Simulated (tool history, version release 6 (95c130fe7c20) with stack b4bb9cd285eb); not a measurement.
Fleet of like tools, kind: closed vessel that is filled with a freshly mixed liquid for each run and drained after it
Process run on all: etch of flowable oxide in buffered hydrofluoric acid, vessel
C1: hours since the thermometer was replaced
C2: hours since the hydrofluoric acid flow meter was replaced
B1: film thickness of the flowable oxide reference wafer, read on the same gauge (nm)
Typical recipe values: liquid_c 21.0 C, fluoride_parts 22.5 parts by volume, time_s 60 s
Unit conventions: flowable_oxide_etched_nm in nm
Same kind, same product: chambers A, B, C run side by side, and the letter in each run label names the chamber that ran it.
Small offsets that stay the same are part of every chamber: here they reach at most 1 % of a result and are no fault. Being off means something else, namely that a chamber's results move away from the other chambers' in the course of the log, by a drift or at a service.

Run 1A, hour 7.3: usual settings; C1 92.4; C2 144.7; B1 90.011. Result: flowable_oxide_etched_nm 54.098 nm.
Run 2C, hour 15.6: usual settings; C1 1574.0; C2 1657.8; B1 90.035. Result: flowable_oxide_etched_nm 53.756 nm.
Run 3B, hour 26.0: usual settings; C1 1076.1; C2 510.2; B1 90.024. Result: flowable_oxide_etched_nm 54.529 nm.
Run 4A, hour 33.3: usual settings; C1 118.4; C2 170.7; B1 89.992. Result: flowable_oxide_etched_nm 53.999 nm.
Run 5C, hour 39.8: usual settings; C1 1598.2; C2 1682.0; B1 89.985. Result: flowable_oxide_etched_nm 54.117 nm.
Run 6B, hour 48.9: usual settings but liquid_c 17.5 C, time_s 35 s; C1 1099.0; C2 533.1; B1 90.016. Result: flowable_oxide_etched_nm 25.911 nm.
Run 7A, hour 57.9: usual settings but liquid_c 17.5 C, time_s 35 s; C1 143.0; C2 195.3; B1 89.991. Result: flowable_oxide_etched_nm 25.673 nm.
Run 8B, hour 67.8: usual settings but liquid_c 17.5 C, time_s 35 s; C1 1117.9; C2 552.0; B1 90.032. Result: flowable_oxide_etched_nm 25.883 nm.
Run 9C, hour 78.5: usual settings; C1 1636.9; C2 1720.7; B1 89.995. Result: flowable_oxide_etched_nm 53.929 nm.
Run 10B, hour 86.2: usual settings; C1 1136.3; C2 570.4; B1 89.974. Result: flowable_oxide_etched_nm 54.404 nm.
Run 11A, hour 91.6: usual settings; C1 176.7; C2 229.0; B1 89.966. Result: flowable_oxide_etched_nm 53.191 nm.
Run 12C, hour 102.7: usual settings; C1 1661.1; C2 1744.9; B1 90.002. Result: flowable_oxide_etched_nm 53.841 nm.
Run 13A, hour 108.0: usual settings; C1 193.1; C2 245.4; B1 90.004. Result: flowable_oxide_etched_nm 52.519 nm.
Run 14C, hour 115.7: usual settings; C1 1674.1; C2 1757.9; B1 89.982. Result: flowable_oxide_etched_nm 53.972 nm.
Run 15B, hour 124.8: usual settings; C1 1174.9; C2 609.0; B1 90.007. Result: flowable_oxide_etched_nm 54.473 nm.
Run 16B, hour 134.8: usual settings; C1 1184.9; C2 619.0; B1 89.974. Result: flowable_oxide_etched_nm 54.793 nm.
Run 17A, hour 141.8: usual settings; C1 226.9; C2 279.2; B1 89.990. Result: flowable_oxide_etched_nm 52.227 nm.
Run 18C, hour 149.8: usual settings; C1 1708.2; C2 1792.0; B1 90.001. Result: flowable_oxide_etched_nm 53.818 nm.
Run 19A, hour 160.9: usual settings; C1 246.0; C2 298.3; B1 89.974. Result: flowable_oxide_etched_nm 51.518 nm.
Run 20C, hour 171.5: usual settings; C1 1729.9; C2 1813.7; B1 90.017. Result: flowable_oxide_etched_nm 54.051 nm.

The same settings go to every chamber for the next run, one line per chamber below. Forecast the results for each:
Run 21A, hour 179.5: usual settings but fluoride_parts 29.5 parts by volume. Result: flowable_oxide_etched_nm ?.
Run 21B, hour 179.5: usual settings but fluoride_parts 29.5 parts by volume. Result: flowable_oxide_etched_nm ?.
Run 21C, hour 179.5: usual settings but fluoride_parts 29.5 parts by volume. Result: flowable_oxide_etched_nm ?.

run  flowable_oxide_etched_nm
21A                    42.531
21B                    45.176
21C                    44.958

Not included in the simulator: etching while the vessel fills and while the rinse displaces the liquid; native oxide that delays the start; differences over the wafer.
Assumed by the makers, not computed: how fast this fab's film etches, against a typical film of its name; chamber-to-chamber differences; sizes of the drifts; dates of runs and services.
